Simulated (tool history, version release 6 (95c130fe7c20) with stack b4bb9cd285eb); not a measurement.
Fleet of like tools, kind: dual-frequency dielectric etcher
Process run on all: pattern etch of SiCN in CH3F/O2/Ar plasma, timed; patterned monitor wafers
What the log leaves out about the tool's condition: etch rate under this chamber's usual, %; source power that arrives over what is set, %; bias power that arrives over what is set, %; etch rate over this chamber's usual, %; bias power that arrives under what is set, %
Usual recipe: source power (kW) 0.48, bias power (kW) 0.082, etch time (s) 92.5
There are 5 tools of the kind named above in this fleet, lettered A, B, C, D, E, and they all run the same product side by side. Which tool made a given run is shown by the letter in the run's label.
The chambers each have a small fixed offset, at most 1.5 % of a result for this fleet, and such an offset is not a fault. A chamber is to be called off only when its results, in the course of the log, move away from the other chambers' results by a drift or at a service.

| run | day | source power (kW) | bias power (kW) | etch time (s) | hours since the last wet clean | hours since the last source power generator calibration | hours since the last bias power generator calibration | read-back reference wafer on the same gauge, depth_nm | mean etch depth across the wafer (angstrom) |
|---|---|---|---|---|---|---|---|---|---|
| 1B | 0.446 | 0.48 | 0.082 | 92.5 | 255.2 | 2172.7 | 180.4 | 32.02 | 384.99 |
| 2D | 0.679 | 0.48 | 0.082 | 92.5 | 175.3 | 1595.9 | 1117.8 | 32.005 | 392.06 |
| 3E | 1.071 | 0.48 | 0.082 | 92.5 | 272.5 | 503.5 | 1929.3 | 31.99 | 385.7 |
| 4A | 1.479 | 0.48 | 0.082 | 92.5 | 613.8 | 226.3 | 150.1 | 31.993 | 392.67 |
| 5C | 1.938 | 0.48 | 0.082 | 92.5 | 281 | 1947.6 | 472.9 | 32.01 | 384.68 |
| 6A | 2.254 | 0.48 | 0.082 | 92.5 | 632.4 | 244.9 | 168.7 | 32.003 | 394.27 |
| 7D | 2.65 | 0.48 | 0.082 | 92.5 | 222.6 | 1643.2 | 1165.1 | 32.009 | 391.15 |
| 8B | 3 | 0.48 | 0.082 | 92.5 | 316.5 | 2234 | 241.7 | 31.997 | 384.3 |
|  | 3.05 | chamber A: wet clean of the chamber |
| 9C | 3.392 | 0.37 | 0.082 | 80.5 | 315.9 | 1982.5 | 507.8 | 32.015 | 303.28 |
| 10E | 3.746 | 0.37 | 0.082 | 80.5 | 336.7 | 567.7 | 1993.5 | 31.986 | 305.01 |
|  | 3.817 | chamber E: wet clean of the chamber |
| 11D | 4.179 | 0.37 | 0.082 | 80.5 | 259.3 | 1679.9 | 1201.8 | 31.994 | 307.18 |
| 12C | 4.4 | 0.37 | 0.082 | 80.5 | 340.1 | 2006.7 | 532 | 32.011 | 303.47 |
| 13B | 4.796 | 0.37 | 0.082 | 80.5 | 359.6 | 2277.1 | 284.8 | 32.008 | 302.84 |
| 14E | 5.283 | 0.4 | 0.088 | 92.5 | 35.3 | 604.6 | 2030.4 | 31.986 | 369.49 |
| 15A | 5.567 | 0.4 | 0.088 | 92.5 | 60.5 | 324.4 | 248.2 | 32.028 | 378.22 |
| 16D | 5.804 | 0.4 | 0.088 | 92.5 | 298.3 | 1718.9 | 1240.8 | 31.988 | 376.07 |
| 17A | 6.271 | 0.4 | 0.088 | 92.5 | 77.4 | 341.3 | 265.1 | 31.993 | 377.88 |
| 18C | 6.721 | 0.4 | 0.088 | 92.5 | 395.8 | 2062.4 | 587.7 | 32 | 364.72 |
| 19B | 7.154 | 0.48 | 0.082 | 92.5 | 416.2 | 2333.7 | 341.4 | 32.005 | 382.23 |
| 20E | 7.454 | 0.52 | 0.082 | 92.5 | 87.4 | 656.7 | 2082.5 | 31.98 | 398.98 |
| 21E | 7.762 | 0.52 | 0.082 | 92.5 | 94.8 | 664.1 | 2089.9 | 32.012 | 398.04 |
| 22C | 8.071 | 0.52 | 0.082 | 92.5 | 428.2 | 2094.8 | 620.1 | 32.016 | 390.48 |
| 23D | 8.375 | 0.52 | 0.082 | 92.5 | 360 | 1780.6 | 1302.5 | 31.993 | 401.68 |
| 24B | 8.779 | 0.52 | 0.082 | 92.5 | 455.2 | 2372.7 | 380.4 | 31.991 | 395.8 |
| 25A | 9.058 | 0.48 | 0.082 | 92.5 | 144.3 | 408.2 | 332 | 31.98 | 391.88 |
| 26D | 9.421 | 0.48 | 0.088 | 81 | 385.1 | 1805.7 | 1327.6 | 31.995 | 350.52 |
| 27B | 9.725 | 0.48 | 0.088 | 81 | 477.9 | 2395.4 | 403.1 | 32.004 | 345.54 |
| 28E | 10.075 | 0.48 | 0.088 | 81 | 150.3 | 719.6 | 2145.4 | 31.973 | 347.23 |
| 29A | 10.367 | 0.48 | 0.088 | 81 | 175.7 | 439.6 | 363.4 | 32.005 | 354.53 |
| 30C | 10.65 | 0.48 | 0.088 | 81 | 490.1 | 2156.7 | 682 | 32.012 | 338.17 |
|  | 10.762 | chamber E: bias power generator calibrated |
| 31E | 11 | 0.58 | 0.082 | 92.5 | 172.5 | 741.8 | 5.8 | 31.99 | 416.82 |
| 32D | 11.4 | 0.58 | 0.082 | 92.5 | 432.6 | 1853.2 | 1375.1 | 32.007 | 420.23 |
| 33A | 11.679 | 0.58 | 0.082 | 92.5 | 207.2 | 471.1 | 394.9 | 31.993 | 422.93 |

For the next run the whole fleet of 5 chambers uses the same settings. Give each chamber's results:
| 34A | 12.029 | 0.48 | 0.082 | 92.5 |  |  |  |  | ? |
| 34B | 12.029 | 0.48 | 0.082 | 92.5 |  |  |  |  | ? |
| 34C | 12.029 | 0.48 | 0.082 | 92.5 |  |  |  |  | ? |
| 34D | 12.029 | 0.48 | 0.082 | 92.5 |  |  |  |  | ? |
| 34E | 12.029 | 0.48 | 0.082 | 92.5 |  |  |  |  | ? |

| run | mean etch depth across the wafer (angstrom) |
|---|---|
| 34A | 394.54 |
| 34B | 383.11 |
| 34C | 373.7 |
| 34D | 391.34 |
| 34E | 387.33 |
